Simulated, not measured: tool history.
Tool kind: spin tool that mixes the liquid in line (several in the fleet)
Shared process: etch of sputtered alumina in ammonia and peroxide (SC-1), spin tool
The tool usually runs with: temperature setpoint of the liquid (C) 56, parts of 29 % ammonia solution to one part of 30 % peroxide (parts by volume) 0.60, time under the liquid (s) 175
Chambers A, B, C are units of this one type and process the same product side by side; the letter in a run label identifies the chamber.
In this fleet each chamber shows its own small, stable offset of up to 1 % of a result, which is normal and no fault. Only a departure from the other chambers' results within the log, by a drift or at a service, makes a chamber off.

| run | hour | temperature setpoint of the liquid (C) | parts of 29 % ammonia solution to one part of 30 % peroxide (parts by volume) | time under the liquid (s) | hours since the thermometer was replaced | hours since the ammonia flow meter was replaced | hours since the heated supply line was repaired | hours since the drum of ammonia solution was connected | read-back film thickness of the sputtered alumina reference wafer, read on the same gauge (nm) | thickness taken off the sputtered alumina on a monitor wafer (Å) |
|---|---|---|---|---|---|---|---|---|---|---|
| 1C | 7.4 | 56 | 0.60 | 175 | 1304.5 | 1914.8 | 1174.6 | 621.6 | 140.00 | 125.870 |
| 2B | 15.9 | 56 | 0.60 | 175 | 286.6 | 786.3 | 1381.1 | 624.7 | 139.95 | 123.870 |
| 3A | 27.6 | 56 | 0.60 | 175 | 731.5 | 742.8 | 623.0 | 151.5 | 140.00 | 126.110 |
| 4C | 40.3 | 56 | 0.60 | 175 | 1337.4 | 1947.7 | 1207.5 | 654.5 | 140.01 | 123.610 |
|  | 53.8 | chamber B: ammonia flow meter replaced |
| 5B | 56.4 | 56 | 0.60 | 175 | 327.1 | 2.6 | 1421.6 | 665.2 | 140.02 | 123.470 |
| 6A | 65.6 | 47 | 0.60 | 105 | 769.5 | 780.8 | 661.0 | 189.5 | 139.98 | 46.201 |
| 7C | 77.7 | 47 | 0.60 | 105 | 1374.8 | 1985.1 | 1244.9 | 691.9 | 139.99 | 46.017 |
|  | 82.3 | chamber B: new drum of ammonia solution connected |
| 8A | 86.8 | 47 | 0.60 | 105 | 790.7 | 802.0 | 682.2 | 210.7 | 139.98 | 46.013 |
| 9B | 95.0 | 56 | 0.60 | 175 | 365.7 | 41.2 | 1460.2 | 12.7 | 140.02 | 123.110 |
| 10A | 109.0 | 56 | 0.60 | 225 | 812.9 | 824.2 | 704.4 | 232.9 | 139.99 | 160.290 |
| 11C | 120.3 | 56 | 0.60 | 225 | 1417.4 | 2027.7 | 1287.5 | 734.5 | 140.00 | 161.190 |
| 12B | 130.3 | 56 | 0.60 | 225 | 401.0 | 76.5 | 1495.5 | 48.0 | 139.97 | 158.330 |
|  | 136.2 | chamber A: thermometer replaced |
| 13A | 142.7 | 56 | 0.60 | 175 | 6.6 | 857.9 | 738.1 | 266.6 | 139.99 | 124.330 |
| 14B | 155.1 | 56 | 0.60 | 175 | 425.8 | 101.3 | 1520.3 | 72.8 | 140.02 | 124.030 |
| 15C | 170.9 | 56 | 0.60 | 175 | 1468.0 | 2078.3 | 1338.1 | 785.1 | 139.98 | 126.520 |
|  | 174.8 | chamber C: ammonia flow meter replaced |
| 16B | 183.5 | 56 | 0.60 | 175 | 454.2 | 129.7 | 1548.7 | 101.2 | 140.04 | 125.430 |
| 17A | 197.7 | 56 | 0.60 | 175 | 61.6 | 912.9 | 793.1 | 321.6 | 140.00 | 123.720 |
| 18C | 212.4 | 56 | 0.75 | 175 | 1509.5 | 37.6 | 1379.6 | 826.6 | 139.99 | 132.900 |
| 19C | 227.8 | 56 | 0.75 | 175 | 1524.9 | 53.0 | 1395.0 | 842.0 | 140.03 | 131.760 |
| 20A | 243.8 | 56 | 0.75 | 175 | 107.7 | 959.0 | 839.2 | 367.7 | 140.01 | 128.570 |
| 21B | 251.8 | 56 | 0.60 | 175 | 522.5 | 198.0 | 1617.0 | 169.5 | 139.98 | 123.320 |
| 22A | 266.2 | 56 | 0.60 | 175 | 130.1 | 981.4 | 861.6 | 390.1 | 140.02 | 125.350 |
| 23C | 274.1 | 56 | 0.60 | 175 | 1571.2 | 99.3 | 1441.3 | 888.3 | 139.96 | 129.770 |
| 24B | 284.4 | 56 | 0.60 | 175 | 555.1 | 230.6 | 1649.6 | 202.1 | 140.01 | 122.400 |
| 25C | 300.1 | 56 | 0.60 | 175 | 1597.2 | 125.3 | 1467.3 | 914.3 | 139.98 | 134.640 |
| 26A | 312.5 | 56 | 0.60 | 175 | 176.4 | 1027.7 | 907.9 | 436.4 | 139.99 | 125.420 |

All 3 chambers run these settings next. Forecast each chamber's results:
| 27A | 324.3 | 56 | 0.60 | 175 |  |  |  |  |  | ? |
| 27B | 324.3 | 56 | 0.60 | 175 |  |  |  |  |  | ? |
| 27C | 324.3 | 56 | 0.60 | 175 |  |  |  |  |  | ? |

| run | thickness taken off the sputtered alumina on a monitor wafer (Å) |
|---|---|
| 27A | 124.580 |
| 27B | 123.390 |
| 27C | 133.500 |

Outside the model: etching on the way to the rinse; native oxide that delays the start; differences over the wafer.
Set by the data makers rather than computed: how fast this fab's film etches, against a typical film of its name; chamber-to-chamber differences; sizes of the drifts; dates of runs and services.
